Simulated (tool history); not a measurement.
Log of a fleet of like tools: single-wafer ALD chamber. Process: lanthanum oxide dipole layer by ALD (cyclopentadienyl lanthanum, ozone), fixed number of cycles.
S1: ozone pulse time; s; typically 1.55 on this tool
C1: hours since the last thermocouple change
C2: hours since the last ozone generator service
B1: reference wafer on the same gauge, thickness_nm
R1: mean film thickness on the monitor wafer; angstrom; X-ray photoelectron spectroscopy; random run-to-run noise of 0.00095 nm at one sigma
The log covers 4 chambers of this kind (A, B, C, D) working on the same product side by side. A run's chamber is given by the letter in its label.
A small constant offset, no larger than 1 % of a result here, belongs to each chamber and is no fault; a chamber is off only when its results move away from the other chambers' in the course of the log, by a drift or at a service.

At hour 4.7: chamber D: thermocouple changed; heater temperature recalibrated.
Run 1D, hour 7.7: usual settings; C1 3.1; C2 508.0; B1 0.64472. Result: R1 5.5164 angstrom.
Run 2A, hour 15.5: usual settings; C1 288.8; C2 16.7; B1 0.64447. Result: R1 5.4831 angstrom.
Run 3B, hour 21.2: usual settings; C1 1822.3; C2 436.0; B1 0.64469. Result: R1 5.5566 angstrom.
Run 4C, hour 30.9: usual settings; C1 1317.0; C2 378.2; B1 0.64457. Result: R1 5.4677 angstrom.
Run 5B, hour 37.5: usual settings; C1 1838.6; C2 452.3; B1 0.64434. Result: R1 5.5659 angstrom.
Run 6C, hour 47.7: usual settings; C1 1333.8; C2 395.0; B1 0.64466. Result: R1 5.4787 angstrom.
Run 7A, hour 57.6: usual settings; C1 330.9; C2 58.8; B1 0.64422. Result: R1 5.4886 angstrom.
Run 8D, hour 66.9: usual settings; C1 62.3; C2 567.2; B1 0.64393. Result: R1 5.5220 angstrom.
Run 9D, hour 74.8: usual settings; C1 70.2; C2 575.1; B1 0.64412. Result: R1 5.5202 angstrom.
Run 10C, hour 86.6: usual settings; C1 1372.7; C2 433.9; B1 0.64376. Result: R1 5.4527 angstrom.
Run 11B, hour 92.1: usual settings; C1 1893.2; C2 506.9; B1 0.64350. Result: R1 5.5705 angstrom.
Run 12A, hour 98.7: usual settings; C1 372.0; C2 99.9; B1 0.64334. Result: R1 5.4781 angstrom.
Run 13B, hour 107.0: usual settings; C1 1908.1; C2 521.8; B1 0.64318. Result: R1 5.5447 angstrom.
Run 14C, hour 113.2: usual settings; C1 1399.3; C2 460.5; B1 0.64308. Result: R1 5.4666 angstrom.
Run 15A, hour 118.8: usual settings; C1 392.1; C2 120.0; B1 0.64299. Result: R1 5.4805 angstrom.
Run 16D, hour 124.9: usual settings; C1 120.3; C2 625.2; B1 0.64304. Result: R1 5.5124 angstrom.
Run 17A, hour 133.5: usual settings; C1 406.8; C2 134.7; B1 0.64290. Result: R1 5.4821 angstrom.
Run 18D, hour 141.5: usual settings; C1 136.9; C2 641.8; B1 0.64250. Result: R1 5.4979 angstrom.
Run 19C, hour 147.3: usual settings; C1 1433.4; C2 494.6; B1 0.64308. Result: R1 5.4551 angstrom.
Run 20B, hour 153.4: usual settings; C1 1954.5; C2 568.2; B1 0.64239. Result: R1 5.5444 angstrom.
Run 21B, hour 160.1: usual settings but S1 1.76 s; C1 1961.2; C2 574.9; B1 0.64265. Result: R1 5.6458 angstrom.
Run 22A, hour 171.4: usual settings but S1 1.76 s; C1 444.7; C2 172.6; B1 0.64231. Result: R1 5.5529 angstrom.
Run 23D, hour 179.0: usual settings but S1 1.76 s; C1 174.4; C2 679.3; B1 0.64230. Result: R1 5.5960 angstrom.
Run 24C, hour 189.9: usual settings but S1 1.76 s; C1 1476.0; C2 537.2; B1 0.64216. Result: R1 5.5199 angstrom.
Run 25B, hour 196.7: usual settings; C1 1997.8; C2 611.5; B1 0.64213. Result: R1 5.5217 angstrom.
Run 26C, hour 207.0: usual settings; C1 1493.1; C2 554.3; B1 0.64182. Result: R1 5.4456 angstrom.
Run 27A, hour 212.9: usual settings; C1 486.2; C2 214.1; B1 0.64184. Result: R1 5.4546 angstrom.
Run 28D, hour 223.1: usual settings; C1 218.5; C2 723.4; B1 0.64163. Result: R1 5.4973 angstrom.
Run 29D, hour 233.3: usual settings; C1 228.7; C2 733.6; B1 0.64153. Result: R1 5.4946 angstrom.
Run 30A, hour 240.0: usual settings; C1 513.3; C2 241.2; B1 0.64130. Result: R1 5.4598 angstrom.
Run 31C, hour 250.1: usual settings; C1 1536.2; C2 597.4; B1 0.64112. Result: R1 5.4393 angstrom.
Run 32B, hour 256.0: usual settings; C1 2057.1; C2 670.8; B1 0.64124. Result: R1 5.5249 angstrom.
Run 33B, hour 266.6: usual settings; C1 2067.7; C2 681.4; B1 0.64107. Result: R1 5.5098 angstrom.
Run 34D, hour 275.3: usual settings but S1 1.94 s; C1 270.7; C2 775.6; B1 0.64081. Result: R1 5.6470 angstrom.
Run 35A, hour 285.7: usual settings but S1 1.94 s; C1 559.0; C2 286.9; B1 0.64078. Result: R1 5.5871 angstrom.
Run 36C, hour 291.7: usual settings but S1 1.94 s; C1 1577.8; C2 639.0; B1 0.64072. Result: R1 5.5675 angstrom.

What goes on in this fleet: one chamber off, a drifting gauge, or nothing beyond the chambers' own small offsets? Name the chamber and the cause, if any.

No chamber is off; the gauge reading every chamber's wafers drifts, which makes the whole fleet appear to move together.
Cause: gauge reads low (%) = 0.707.
